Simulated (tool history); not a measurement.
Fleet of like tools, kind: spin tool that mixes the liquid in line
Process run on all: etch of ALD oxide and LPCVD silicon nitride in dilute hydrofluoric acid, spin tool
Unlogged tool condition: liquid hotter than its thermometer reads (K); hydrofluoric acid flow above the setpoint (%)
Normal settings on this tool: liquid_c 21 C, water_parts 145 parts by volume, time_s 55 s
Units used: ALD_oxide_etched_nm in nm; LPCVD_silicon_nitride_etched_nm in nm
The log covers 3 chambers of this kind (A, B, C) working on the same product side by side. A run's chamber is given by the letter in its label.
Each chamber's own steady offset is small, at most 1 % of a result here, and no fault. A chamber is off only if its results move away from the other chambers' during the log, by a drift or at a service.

run     day  liquid_c  water_parts  time_s  hours since the thermometer was replaced  hours since the hydrofluoric acid flow meter was replaced  read-back film thickness of the ALD oxide reference wafer, read on the same gauge (nm)  read-back film thickness of the LPCVD silicon nitride reference wafer, read on the same gauge (nm)  ALD_oxide_etched_nm  LPCVD_silicon_nitride_etched_nm
 1C   0.329        21          145      55                                     385.0                                                      293.6                                                                                  110.01                                                                                              150.00               6.2544                          0.19456
 2A   0.746        21          145      55                                    1314.2                                                     1335.8                                                                                  110.01                                                                                              149.97               6.2257                          0.20437
 3B   1.150        21          145      55                                     741.6                                                     1147.4                                                                                  110.00                                                                                              149.99               6.3375                          0.16939
 4C   1.521        21          145      55                                     413.6                                                      322.2                                                                                  110.00                                                                                              149.99               6.2712                          0.16669
 5B   2.171        25          145      55                                     766.1                                                     1171.9                                                                                  110.00                                                                                              149.99               7.3642                          0.24208
 6A   2.633        25          145      55                                    1359.5                                                     1381.1                                                                                  109.99                                                                                              150.00               7.2873                          0.18851
 7B   3.092        25          145      55                                     788.2                                                     1194.0                                                                                  109.99                                                                                              150.04               7.3574                          0.26646
 8A   3.458        21          145      55                                    1379.3                                                     1400.9                                                                                  110.00                                                                                              150.05               6.2704                          0.16151
 9C   4.058        21          145      55                                     474.5                                                      383.1                                                                                  110.00                                                                                              150.01               6.2779                          0.14508
      4.354  -- chamber B: hydrofluoric acid flow meter replaced
10A   4.600        21          145      55                                    1406.7                                                     1428.3                                                                                  110.00                                                                                              150.02               6.2991                          0.17345
11B   4.962        21          145      55                                     833.1                                                       14.6                                                                                  109.98                                                                                              150.03               6.3300                          0.22445
12C   5.371        21          145      55                                     506.0                                                      414.6                                                                                  109.98                                                                                              149.95               6.2471                          0.17417
13B   5.892        21          145      55                                     855.4                                                       36.9                                                                                  110.00                                                                                              150.03               6.3176                          0.20567
14C   6.458        21          145      55                                     532.1                                                      440.7                                                                                  110.01                                                                                              150.02               6.2050                          0.15996
15A   7.017        21          145      55                                    1464.7                                                     1486.3                                                                                  109.99                                                                                              149.95               6.2640                          0.16774
16A   7.488        21          145      55                                    1476.0                                                     1497.6                                                                                  110.02                                                                                              149.98               6.2501                          0.19372
17B   8.108        21          145      55                                     908.6                                                       90.1                                                                                  110.01                                                                                              150.02               6.2859                          0.18623
18C   8.475        21          145      55                                     580.5                                                      489.1                                                                                  110.02                                                                                              150.05               6.2773                          0.20549
19C   9.058        21          145      55                                     594.5                                                      503.1                                                                                  110.00                                                                                              150.04               6.3025                          0.21782
20A   9.621        21          145      55                                    1527.2                                                     1548.8                                                                                  109.99                                                                                              149.93               6.2181                          0.17090
21B  10.062        21          145      55                                     955.5                                                      137.0                                                                                  110.00                                                                                              150.01               6.2490                          0.17692
22C  10.583        21          145      55                                     631.1                                                      539.7                                                                                  110.01                                                                                              150.02               6.3312                          0.15108
23B  11.088        23          145      45                                     980.1                                                      161.6                                                                                  109.99                                                                                              150.01               5.5844                          0.17167
24A  11.475        23          145      45                                    1571.7                                                     1593.3                                                                                  110.00                                                                                              150.00               5.4950                          0.19082
25C  11.942        23          145      45                                     663.7                                                      572.3                                                                                  109.99                                                                                              150.01               5.5454                          0.13241
26B  12.529        21          145      55                                    1014.7                                                      196.2                                                                                  110.02                                                                                              150.00               6.2969                          0.19825
27A  12.975        21          145      55                                    1607.7                                                     1629.3                                                                                  109.99                                                                                              150.03               6.2473                          0.17300
     13.246  -- chamber C: thermometer replaced
28B  13.279        21          145      55                                    1032.7                                                      214.2                                                                                  110.00                                                                                              149.99               6.3218                          0.19537
29C  13.679        21          145      55                                      10.4                                                      614.0                                                                                  110.01                                                                                              150.04               6.2373                          0.17416
30A  14.008        21          145      55                                    1632.5                                                     1654.1                                                                                  109.99                                                                                              149.96               6.2050                          0.19724
31B  14.554        21          145      55                                    1063.3                                                      244.8                                                                                  109.98                                                                                              150.01               6.3101                          0.17816
32C  14.850        21          145      55                                      38.5                                                      642.1                                                                                  110.00                                                                                              149.98               6.3280                          0.17448
33A  15.204        21          145      55                                    1661.2                                                     1682.8                                                                                  110.00                                                                                              149.99               6.2167                          0.18603
34C  15.829        21          145      40                                      62.0                                                      665.6                                                                                  110.00                                                                                              149.97               4.5552                          0.13605
35A  16.267        21          145      40                                    1686.7                                                     1708.3                                                                                  110.00                                                                                              150.02               4.5274                          0.14351
36B  16.671        21          145      40                                    1114.1                                                      295.6                                                                                  110.01                                                                                              149.98               4.5952                          0.13125
37C  17.171        21          145      55                                      94.2                                                      697.8                                                                                  110.00                                                                                              149.98               6.2948                          0.19595
38B  17.550        21          145      70                                    1135.2                                                      316.7                                                                                  110.00                                                                                              150.01               7.9959                          0.26448
39A  17.879        21          145      70                                    1725.4                                                     1747.0                                                                                  110.00                                                                                              149.97               7.9204                          0.23404
40B  18.262        21          145      70                                    1152.3                                                      333.8                                                                                  110.00                                                                                              150.00               8.0495                          0.25379
41C  18.821        21          145      55                                     133.8                                                      737.4                                                                                  110.00                                                                                              150.01               6.3238                          0.19011
42A  19.188        21          145      55                                    1756.8                                                     1778.4                                                                                  109.99                                                                                              150.02               6.2267                          0.14897
43C  19.696        21          145      55                                     154.8                                                      758.4                                                                                  110.00                                                                                              150.04               6.2334                          0.19342
44A  20.158        21          145      55                                    1780.1                                                     1801.7                                                                                  110.00                                                                                              149.99               6.2058                          0.16229

Decide between three cases: one chamber stands off from its peers, the gauge reading all wafers drifts, or nothing is wrong past each chamber's small offset. Where a chamber is off, say which and what most likely put it there.

Nothing is wrong: each chamber keeps only its own small, steady offset and the gauge holds still.
